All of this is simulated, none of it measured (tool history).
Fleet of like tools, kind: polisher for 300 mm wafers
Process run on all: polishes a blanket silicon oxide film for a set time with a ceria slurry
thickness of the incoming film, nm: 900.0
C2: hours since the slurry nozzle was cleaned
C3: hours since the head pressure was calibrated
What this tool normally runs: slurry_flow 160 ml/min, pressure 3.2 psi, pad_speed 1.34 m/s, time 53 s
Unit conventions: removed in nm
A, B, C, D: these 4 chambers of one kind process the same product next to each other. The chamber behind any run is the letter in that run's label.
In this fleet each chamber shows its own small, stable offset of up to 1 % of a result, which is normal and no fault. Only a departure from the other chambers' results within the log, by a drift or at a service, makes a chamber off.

Run 1C, hour 5.1: usual settings; wafers polished on this pad 620; C2 93.9; C3 667.9. Result: removed 358.08 nm.
At hour 14.6: chamber A: worn pad replaced by a new one.
Run 2D, hour 15.2: usual settings; wafers polished on this pad 271; C2 594.7; C3 140.6. Result: removed 354.75 nm.
At hour 17.1: chamber C: worn pad replaced by a new one.
Run 3A, hour 20.5: usual settings; wafers polished on this pad 65; C2 368.2; C3 833.0. Result: removed 356.74 nm.
Run 4B, hour 30.3: usual settings; wafers polished on this pad 522; C2 79.8; C3 489.9. Result: removed 352.68 nm.
Run 5A, hour 39.8: usual settings; wafers polished on this pad 280; C2 387.5; C3 852.3. Result: removed 364.35 nm.
At hour 41.6: chamber B: worn pad replaced by a new one.
Run 6D, hour 45.6: usual settings but slurry_flow 200 ml/min, pressure 2.2 psi; wafers polished on this pad 609; C2 625.1; C3 171.0. Result: removed 256.25 nm.
Run 7B, hour 55.8: usual settings but slurry_flow 200 ml/min, pressure 2.2 psi; wafers polished on this pad 158; C2 105.3; C3 515.4. Result: removed 252.32 nm.
Run 8C, hour 63.1: usual settings but slurry_flow 200 ml/min, pressure 2.2 psi; wafers polished on this pad 511; C2 151.9; C3 725.9. Result: removed 255.38 nm.
At hour 68.5: chamber C: worn pad replaced by a new one.
Run 9A, hour 69.1: usual settings but slurry_flow 200 ml/min, pressure 2.2 psi; wafers polished on this pad 605; C2 416.8; C3 881.6. Result: removed 253.55 nm.
Run 10C, hour 78.5: usual settings; wafers polished on this pad 111; C2 167.3; C3 741.3. Result: removed 356.85 nm.
Run 11D, hour 87.5: usual settings; wafers polished on this pad 1074; C2 667.0; C3 212.9. Result: removed 349.25 nm.
At hour 92.2: chamber B: worn pad replaced by a new one.
Run 12B, hour 96.5: usual settings but slurry_flow 110 ml/min; wafers polished on this pad 48; C2 146.0; C3 556.1. Result: removed 323.17 nm.
Run 13D, hour 104.0: usual settings but slurry_flow 110 ml/min; wafers polished on this pad 1258; C2 683.5; C3 229.4. Result: removed 320.12 nm.
At hour 108.5: chamber A: head pressure recalibrated.
Run 14A, hour 109.3: usual settings but slurry_flow 110 ml/min; wafers polished on this pad 1052; C2 457.0; C3 0.8. Result: removed 338.11 nm.
Run 15B, hour 116.2: usual settings but slurry_flow 110 ml/min; wafers polished on this pad 267; C2 165.7; C3 575.8. Result: removed 327.43 nm.
At hour 119.2: chamber A: worn pad replaced by a new one.
Run 16C, hour 122.7: usual settings; wafers polished on this pad 602; C2 211.5; C3 785.5. Result: removed 346.39 nm.
Run 17A, hour 130.0: usual settings; wafers polished on this pad 121; C2 477.7; C3 21.5. Result: removed 362.58 nm.
At hour 137.1: chamber C: worn pad replaced by a new one.
Run 18B, hour 138.1: usual settings; wafers polished on this pad 510; C2 187.6; C3 597.7. Result: removed 349.16 nm.
Run 19D, hour 143.3: usual settings; wafers polished on this pad 1694; C2 722.8; C3 268.7. Result: removed 342.25 nm.
At hour 145.6: chamber B: worn pad replaced by a new one.
Run 20C, hour 150.8: usual settings; wafers polished on this pad 153; C2 239.6; C3 813.6. Result: removed 360.46 nm.
Run 21B, hour 159.3: usual settings; wafers polished on this pad 152; C2 208.8; C3 618.9. Result: removed 357.89 nm.
Run 22C, hour 165.6: usual settings; wafers polished on this pad 317; C2 254.4; C3 828.4. Result: removed 357.42 nm.
At hour 166.5: chamber B: head pressure recalibrated.
Run 23A, hour 175.0: usual settings; wafers polished on this pad 620; C2 522.7; C3 66.5. Result: removed 355.29 nm.
Run 24D, hour 184.6: usual settings; wafers polished on this pad 2153; C2 764.1; C3 310.0. Result: removed 325.12 nm.
At hour 186.6: chamber C: head pressure recalibrated.
At hour 191.0: chamber C: worn pad replaced by a new one.
Run 25A, hour 193.9: usual settings but slurry_flow 180 ml/min, pressure 2.6 psi; wafers polished on this pad 830; C2 541.6; C3 85.4. Result: removed 288.07 nm.
At hour 201.4: chamber B: worn pad replaced by a new one.
Run 26B, hour 202.7: usual settings but slurry_flow 180 ml/min, pressure 2.6 psi; wafers polished on this pad 14; C2 252.2; C3 36.2. Result: removed 290.36 nm.
Run 27D, hour 207.9: usual settings but slurry_flow 180 ml/min, pressure 2.6 psi; wafers polished on this pad 2412; C2 787.4; C3 333.3. Result: removed 275.27 nm.
Run 28C, hour 212.6: usual settings but slurry_flow 180 ml/min, pressure 2.6 psi; wafers polished on this pad 240; C2 301.4; C3 26.0. Result: removed 294.95 nm.
At hour 219.8: chamber A: worn pad replaced by a new one.
Run 29D, hour 221.8: usual settings; wafers polished on this pad 2566; C2 801.3; C3 347.2. Result: removed 327.37 nm.
At hour 226.9: chamber D: slurry nozzle cleaned.
Run 30B, hour 229.2: usual settings but pad_speed 0.96 m/s, time 66 s; wafers polished on this pad 309; C2 278.7; C3 62.7. Result: removed 314.08 nm.
Run 31C, hour 235.9: usual settings but pad_speed 0.96 m/s, time 66 s; wafers polished on this pad 499; C2 324.7; C3 49.3. Result: removed 319.76 nm.
Run 32A, hour 241.0: usual settings but pad_speed 0.96 m/s, time 66 s; wafers polished on this pad 236; C2 588.7; C3 132.5. Result: removed 331.26 nm.
Run 33D, hour 248.9: usual settings but pad_speed 0.96 m/s, time 66 s; wafers polished on this pad 2867; C2 22.0; C3 374.3. Result: removed 280.73 nm.

All 4 chambers run these settings next. Forecast each chamber's results:
Run 34A, hour 256.7: usual settings but pressure 2.7 psi. Result: removed ?.
Run 34B, hour 256.7: usual settings but pressure 2.7 psi. Result: removed ?.
Run 34C, hour 256.7: usual settings but pressure 2.7 psi. Result: removed ?.
Run 34D, hour 256.7: usual settings but pressure 2.7 psi. Result: removed ?.

run  removed
34A   311.66
34B   293.85
34C   299.36
34D   275.07
